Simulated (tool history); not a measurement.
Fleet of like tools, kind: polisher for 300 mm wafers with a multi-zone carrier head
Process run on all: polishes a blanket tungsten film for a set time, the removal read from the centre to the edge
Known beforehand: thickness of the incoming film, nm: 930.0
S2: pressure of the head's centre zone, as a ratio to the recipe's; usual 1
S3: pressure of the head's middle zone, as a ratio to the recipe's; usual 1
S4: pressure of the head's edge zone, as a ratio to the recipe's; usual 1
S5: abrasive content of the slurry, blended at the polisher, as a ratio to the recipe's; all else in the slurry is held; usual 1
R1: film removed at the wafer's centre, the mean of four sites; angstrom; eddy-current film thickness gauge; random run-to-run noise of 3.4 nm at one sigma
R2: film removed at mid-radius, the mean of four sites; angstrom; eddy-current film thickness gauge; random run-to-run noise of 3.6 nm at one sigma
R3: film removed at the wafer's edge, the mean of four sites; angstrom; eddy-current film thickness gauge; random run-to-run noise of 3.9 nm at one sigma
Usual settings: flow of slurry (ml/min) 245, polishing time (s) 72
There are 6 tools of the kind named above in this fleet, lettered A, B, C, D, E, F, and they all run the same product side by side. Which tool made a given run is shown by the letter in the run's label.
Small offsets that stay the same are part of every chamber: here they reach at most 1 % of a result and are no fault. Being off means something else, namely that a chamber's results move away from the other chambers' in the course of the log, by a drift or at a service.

{"hour": 10.6, "done": "chamber B: edge zone pressure recalibrated"}
{"hour": 10.7, "done": "chamber E: worn pad replaced by a new one"}
{"run": "1D", "hour": 11.8, "flow of slurry (ml/min)": 245, "S2": 1, "S3": 1, "S4": 1, "S5": 1, "polishing time (s)": 72, "R1": 2765.2, "R2": 2724.6, "R3": 2778}
{"hour": 14.1, "done": "chamber A: worn pad replaced by a new one"}
{"run": "2A", "hour": 19.5, "flow of slurry (ml/min)": 245, "S2": 1, "S3": 1, "S4": 1, "S5": 1, "polishing time (s)": 72, "R1": 2831, "R2": 2756.8, "R3": 2751.9}
{"run": "3C", "hour": 25.7, "flow of slurry (ml/min)": 245, "S2": 1, "S3": 1, "S4": 1, "S5": 1, "polishing time (s)": 72, "R1": 2789.5, "R2": 2746.9, "R3": 2760.8}
{"hour": 29.0, "done": "chamber D: worn pad replaced by a new one"}
{"run": "4B", "hour": 33.2, "flow of slurry (ml/min)": 245, "S2": 1, "S3": 1, "S4": 1, "S5": 1, "polishing time (s)": 72, "R1": 2767.2, "R2": 2743.2, "R3": 2716.7}
{"run": "5F", "hour": 42.9, "flow of slurry (ml/min)": 245, "S2": 1, "S3": 1, "S4": 1, "S5": 1, "polishing time (s)": 72, "R1": 2744.3, "R2": 2733.1, "R3": 2736.8}
{"hour": 49.8, "done": "chamber F: centre zone pressure recalibrated"}
{"run": "6E", "hour": 50.7, "flow of slurry (ml/min)": 245, "S2": 1, "S3": 1, "S4": 1, "S5": 1, "polishing time (s)": 72, "R1": 2739.9, "R2": 2724.8, "R3": 2781.3}
{"hour": 58.1, "done": "chamber B: worn pad replaced by a new one"}
{"run": "7E", "hour": 59.1, "flow of slurry (ml/min)": 245, "S2": 1, "S3": 1, "S4": 1, "S5": 1.3, "polishing time (s)": 72, "R1": 2896.7, "R2": 2898.2, "R3": 3022}
{"hour": 60.6, "done": "chamber F: worn pad replaced by a new one"}
{"hour": 62.8, "done": "chamber C: worn pad replaced by a new one"}
{"run": "8B", "hour": 66.9, "flow of slurry (ml/min)": 245, "S2": 1, "S3": 1, "S4": 1, "S5": 1.3, "polishing time (s)": 72, "R1": 2982.4, "R2": 2920.8, "R3": 2893.3}
{"run": "9A", "hour": 74.0, "flow of slurry (ml/min)": 245, "S2": 1, "S3": 1, "S4": 1, "S5": 1.3, "polishing time (s)": 72, "R1": 2940.4, "R2": 3000.1, "R3": 2866.1}
{"run": "10C", "hour": 82.2, "flow of slurry (ml/min)": 245, "S2": 1, "S3": 1, "S4": 1, "S5": 1.3, "polishing time (s)": 72, "R1": 2931.2, "R2": 3004.6, "R3": 3022.2}
{"hour": 84.6, "done": "chamber A: worn pad replaced by a new one"}
{"run": "11D", "hour": 93.1, "flow of slurry (ml/min)": 245, "S2": 1, "S3": 1, "S4": 1, "S5": 1.3, "polishing time (s)": 72, "R1": 2990, "R2": 2947, "R3": 2931.6}
{"hour": 98.6, "done": "chamber D: worn pad replaced by a new one"}
{"run": "12F", "hour": 101.8, "flow of slurry (ml/min)": 245, "S2": 1, "S3": 1, "S4": 1, "S5": 1.3, "polishing time (s)": 72, "R1": 2912.9, "R2": 2950.7, "R3": 2938.5}
{"run": "13B", "hour": 110.8, "flow of slurry (ml/min)": 245, "S2": 1, "S3": 1, "S4": 1, "S5": 1, "polishing time (s)": 72, "R1": 2743.2, "R2": 2778.8, "R3": 2745.3}
{"hour": 116.7, "done": "chamber E: worn pad replaced by a new one"}
{"run": "14E", "hour": 116.8, "flow of slurry (ml/min)": 245, "S2": 1, "S3": 1, "S4": 1, "S5": 1, "polishing time (s)": 72, "R1": 2695.5, "R2": 2753.4, "R3": 2793.3}
{"run": "15F", "hour": 123.5, "flow of slurry (ml/min)": 245, "S2": 1, "S3": 1, "S4": 1, "S5": 1, "polishing time (s)": 72, "R1": 2726.9, "R2": 2741, "R3": 2684.2}
{"run": "16A", "hour": 129.8, "flow of slurry (ml/min)": 245, "S2": 1, "S3": 1, "S4": 1, "S5": 1, "polishing time (s)": 72, "R1": 2754.1, "R2": 2775.3, "R3": 2773.1}
{"hour": 134.8, "done": "chamber C: worn pad replaced by a new one"}
{"run": "17C", "hour": 135.0, "flow of slurry (ml/min)": 245, "S2": 1, "S3": 1, "S4": 0.89, "S5": 1, "polishing time (s)": 72, "R1": 2781.6, "R2": 2819.3, "R3": 2616.5}
{"hour": 140.1, "done": "chamber F: worn pad replaced by a new one"}
{"run": "18D", "hour": 141.6, "flow of slurry (ml/min)": 245, "S2": 1, "S3": 1, "S4": 0.89, "S5": 1, "polishing time (s)": 72, "R1": 2749.4, "R2": 2795.1, "R3": 2570.8}
{"hour": 147.8, "done": "chamber B: worn pad replaced by a new one"}
{"run": "19C", "hour": 150.8, "flow of slurry (ml/min)": 245, "S2": 1, "S3": 1, "S4": 0.89, "S5": 1, "polishing time (s)": 72, "R1": 2740.2, "R2": 2769.1, "R3": 2609.2}
{"hour": 154.3, "done": "chamber D: worn pad replaced by a new one"}
{"hour": 157.7, "done": "chamber A: worn pad replaced by a new one"}
{"hour": 157.9, "done": "chamber D: slurry nozzle cleaned"}
{"run": "20E", "hour": 158.3, "flow of slurry (ml/min)": 245, "S2": 1, "S3": 1, "S4": 0.89, "S5": 1, "polishing time (s)": 72, "R1": 2728.9, "R2": 2733.4, "R3": 2603}
{"hour": 161.5, "done": "chamber A: centre zone pressure recalibrated"}
{"run": "21B", "hour": 164.2, "flow of slurry (ml/min)": 245, "S2": 1, "S3": 1, "S4": 0.89, "S5": 1, "polishing time (s)": 72, "R1": 2735.3, "R2": 2777.3, "R3": 2538.1}
{"run": "22D", "hour": 175.1, "flow of slurry (ml/min)": 245, "S2": 1, "S3": 1, "S4": 0.89, "S5": 1, "polishing time (s)": 72, "R1": 2818.4, "R2": 2731.7, "R3": 2582.4}
{"hour": 180.7, "done": "chamber B: centre zone pressure recalibrated"}
{"run": "23F", "hour": 183.3, "flow of slurry (ml/min)": 245, "S2": 1, "S3": 1, "S4": 1, "S5": 1, "polishing time (s)": 72, "R1": 2740.4, "R2": 2723.3, "R3": 2714.2}
{"run": "24A", "hour": 190.5, "flow of slurry (ml/min)": 245, "S2": 1, "S3": 1, "S4": 1, "S5": 1, "polishing time (s)": 72, "R1": 2704.5, "R2": 2721.6, "R3": 2782.3}
{"hour": 191.9, "done": "chamber C: worn pad replaced by a new one"}
{"hour": 196.4, "done": "chamber D: centre zone pressure recalibrated"}
{"run": "25E", "hour": 196.7, "flow of slurry (ml/min)": 245, "S2": 1, "S3": 1, "S4": 1, "S5": 1, "polishing time (s)": 72, "R1": 2738.6, "R2": 2773.3, "R3": 2703.7}
{"hour": 199.1, "done": "chamber E: worn pad replaced by a new one"}
{"run": "26B", "hour": 207.4, "flow of slurry (ml/min)": 245, "S2": 1, "S3": 1, "S4": 1, "S5": 1, "polishing time (s)": 72, "R1": 2743.3, "R2": 2777.4, "R3": 2746.2}
{"hour": 214.0, "done": "chamber D: worn pad replaced by a new one"}
{"hour": 216.8, "done": "chamber A: worn pad replaced by a new one"}
{"run": "27C", "hour": 219.1, "flow of slurry (ml/min)": 245, "S2": 1.11, "S3": 1, "S4": 1, "S5": 1, "polishing time (s)": 72, "R1": 3121.3, "R2": 2774.2, "R3": 2763.4}
{"hour": 221.9, "done": "chamber F: worn pad replaced by a new one"}
{"run": "28D", "hour": 230.7, "flow of slurry (ml/min)": 245, "S2": 1.11, "S3": 1, "S4": 1, "S5": 1, "polishing time (s)": 72, "R1": 3130.4, "R2": 2790.3, "R3": 2782.2}
{"hour": 233.1, "done": "chamber B: worn pad replaced by a new one"}
{"hour": 234.8, "done": "chamber A: slurry nozzle cleaned"}
{"run": "29A", "hour": 241.0, "flow of slurry (ml/min)": 245, "S2": 1.11, "S3": 1, "S4": 1, "S5": 1, "polishing time (s)": 72, "R1": 3161.1, "R2": 2790.8, "R3": 2724.4}
{"run": "30F", "hour": 249.5, "flow of slurry (ml/min)": 245, "S2": 1.11, "S3": 1, "S4": 1, "S5": 1, "polishing time (s)": 72, "R1": 3048.4, "R2": 2786.1, "R3": 2710.3}
{"run": "31B", "hour": 258.7, "flow of slurry (ml/min)": 245, "S2": 1.11, "S3": 1, "S4": 1, "S5": 1, "polishing time (s)": 72, "R1": 3011.8, "R2": 2774.3, "R3": 2642.8}
{"hour": 261.0, "done": "chamber C: worn pad replaced by a new one"}
{"run": "32E", "hour": 264.3, "flow of slurry (ml/min)": 245, "S2": 1.11, "S3": 1, "S4": 1, "S5": 1, "polishing time (s)": 72, "R1": 3103.1, "R2": 2736, "R3": 2786.7}
{"run": "33F", "hour": 273.8, "flow of slurry (ml/min)": 245, "S2": 1, "S3": 1, "S4": 1, "S5": 1, "polishing time (s)": 72, "R1": 2750.7, "R2": 2704.5, "R3": 2793}
{"hour": 279.3, "done": "chamber A: worn pad replaced by a new one"}
{"hour": 282.3, "done": "chamber D: worn pad replaced by a new one"}
{"run": "34C", "hour": 283.4, "flow of slurry (ml/min)": 245, "S2": 1, "S3": 1, "S4": 1, "S5": 1, "polishing time (s)": 72, "R1": 2780, "R2": 2759.8, "R3": 2691.4}
{"run": "35D", "hour": 293.2, "flow of slurry (ml/min)": 245, "S2": 1, "S3": 1, "S4": 1, "S5": 1, "polishing time (s)": 72, "R1": 2738.7, "R2": 2773.1, "R3": 2700.6}
{"hour": 300.9, "done": "chamber F: worn pad replaced by a new one"}
{"run": "36A", "hour": 300.9, "flow of slurry (ml/min)": 245, "S2": 1, "S3": 1, "S4": 1, "S5": 1, "polishing time (s)": 72, "R1": 2807, "R2": 2744.7, "R3": 2655}
{"run": "37A", "hour": 309.1, "flow of slurry (ml/min)": 245, "S2": 1, "S3": 1, "S4": 1, "S5": 1, "polishing time (s)": 72, "R1": 2748, "R2": 2750, "R3": 2787.8}
{"hour": 313.1, "done": "chamber B: worn pad replaced by a new one"}
{"hour": 313.8, "done": "chamber F: slurry nozzle cleaned"}
{"run": "38F", "hour": 318.0, "flow of slurry (ml/min)": 245, "S2": 1, "S3": 1, "S4": 1, "S5": 1, "polishing time (s)": 72, "R1": 2824.9, "R2": 2789.3, "R3": 2750.9}
{"hour": 319.2, "done": "chamber B: slurry nozzle cleaned"}
{"run": "39B", "hour": 324.1, "flow of slurry (ml/min)": 245, "S2": 1, "S3": 1, "S4": 1, "S5": 1, "polishing time (s)": 72, "R1": 2751.8, "R2": 2832, "R3": 2806.2}

All chambers now run identical settings, listed one chamber a line with results as question marks. What results will each chamber show?
{"run": "40A", "hour": 332.5, "flow of slurry (ml/min)": 245, "S2": 1, "S3": 1, "S4": 1, "S5": 1, "polishing time (s)": 53, "R1": "?", "R2": "?", "R3": "?"}
{"run": "40B", "hour": 332.5, "flow of slurry (ml/min)": 245, "S2": 1, "S3": 1, "S4": 1, "S5": 1, "polishing time (s)": 53, "R1": "?", "R2": "?", "R3": "?"}
{"run": "40C", "hour": 332.5, "flow of slurry (ml/min)": 245, "S2": 1, "S3": 1, "S4": 1, "S5": 1, "polishing time (s)": 53, "R1": "?", "R2": "?", "R3": "?"}
{"run": "40D", "hour": 332.5, "flow of slurry (ml/min)": 245, "S2": 1, "S3": 1, "S4": 1, "S5": 1, "polishing time (s)": 53, "R1": "?", "R2": "?", "R3": "?"}
{"run": "40E", "hour": 332.5, "flow of slurry (ml/min)": 245, "S2": 1, "S3": 1, "S4": 1, "S5": 1, "polishing time (s)": 53, "R1": "?", "R2": "?", "R3": "?"}
{"run": "40F", "hour": 332.5, "flow of slurry (ml/min)": 245, "S2": 1, "S3": 1, "S4": 1, "S5": 1, "polishing time (s)": 53, "R1": "?", "R2": "?", "R3": "?"}

run=40A R1=2043.6 R2=2091.1 R3=2045.7
run=40B R1=2022.4 R2=2001.1 R3=2040.7
run=40C R1=1977.2 R2=2010.1 R3=2037.4
run=40D R1=2025.9 R2=2041 R3=2058.3
run=40E R1=1984 R2=2024.8 R3=2019.2
run=40F R1=1998.2 R2=2009.9 R3=2011.5
